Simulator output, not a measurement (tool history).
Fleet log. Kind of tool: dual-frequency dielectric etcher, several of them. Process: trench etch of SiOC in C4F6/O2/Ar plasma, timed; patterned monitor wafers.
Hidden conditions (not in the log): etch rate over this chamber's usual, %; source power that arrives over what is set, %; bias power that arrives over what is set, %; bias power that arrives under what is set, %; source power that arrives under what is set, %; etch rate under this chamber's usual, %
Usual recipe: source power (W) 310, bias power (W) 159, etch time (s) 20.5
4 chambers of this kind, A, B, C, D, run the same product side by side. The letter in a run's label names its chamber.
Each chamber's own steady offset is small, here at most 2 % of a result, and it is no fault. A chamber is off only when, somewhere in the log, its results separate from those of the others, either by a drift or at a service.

run,hour,source power (W),bias power (W),etch time (s),hours since the last wet clean,hours since the last source power generator calibration,hours since the last bias power generator calibration,"read-back reference wafer on the same gauge, depth_nm",mean etch depth across the wafer (nm)
1B,5.5,310,159,20.5,16.8,2246.6,1348.4,34.096,36.987
2C,9.4,310,159,20.5,349,3161.4,137.6,34.093,37.018
3A,14.9,310,159,20.5,16.5,1489,597.1,34.084,36.9
4D,18.1,310,159,20.5,143.3,1404.3,2109.1,34.082,36.554
5B,23.2,310,159,20.5,34.5,2264.3,1366.1,34.078,36.898
6A,27.6,310,159,20.5,29.2,1501.7,609.8,34.068,36.91
7D,34.1,310,159,20.5,159.3,1420.3,2125.1,34.064,36.478
8C,37.9,310,159,20.5,377.5,3189.9,166.1,34.053,37.142
9D,43.7,310,159,20.5,168.9,1429.9,2134.7,34.05,36.454
10C,48.5,310,159,20.5,388.1,3200.5,176.7,34.047,37.129
11A,52.6,380,159,25,54.2,1526.7,634.8,34.032,48.794
12B,58.1,380,159,25,69.4,2299.2,1401,34.031,48.781
13D,62.4,380,159,25,187.6,1448.6,2153.4,34.026,48.105
14B,67.2,380,159,25,78.5,2308.3,1410.1,34.019,48.787
15C,72.6,310,159,20.5,412.2,3224.6,200.8,34.023,36.949
16A,79,310,159,20.5,80.6,1553.1,661.2,34.012,36.926
17C,83.8,310,181,20.5,423.4,3235.8,212,33.998,38.5
18B,87.7,310,181,20.5,99,2328.8,1430.6,33.999,38.478
19D,94.2,310,181,20.5,219.4,1480.4,2185.2,33.984,37.919
20A,100.4,310,181,20.5,102,1574.5,682.6,33.982,38.411
21C,105.3,310,159,20.5,444.9,3257.3,233.5,33.986,36.923
22A,109.4,310,159,20.5,111,1583.5,691.6,33.975,36.821
23D,114.7,310,159,20.5,239.9,1500.9,2205.7,33.958,36.327
24B,120.5,310,159,20.5,131.8,2361.6,1463.4,33.954,36.793
25D,126,310,159,20.5,251.2,1512.2,2217,33.944,36.257
26A,128.9,310,159,20.5,130.5,1603,711.1,33.944,36.862
27C,133.7,310,159,20.5,473.3,3285.7,261.9,33.946,37.013
28B,138,310,159,20.5,149.3,2379.1,1480.9,33.935,36.768
29D,142,310,159,20.5,267.2,1528.2,2233,33.921,36.308

Is one chamber off against the others, does the gauge drift, or is nothing wrong? If a chamber is off, say which, and what the likeliest cause is.

It is the gauge, not a chamber: its drift shows up in every chamber's results at once, and no chamber is off.
Cause: gauge reads low (%) = 0.519.

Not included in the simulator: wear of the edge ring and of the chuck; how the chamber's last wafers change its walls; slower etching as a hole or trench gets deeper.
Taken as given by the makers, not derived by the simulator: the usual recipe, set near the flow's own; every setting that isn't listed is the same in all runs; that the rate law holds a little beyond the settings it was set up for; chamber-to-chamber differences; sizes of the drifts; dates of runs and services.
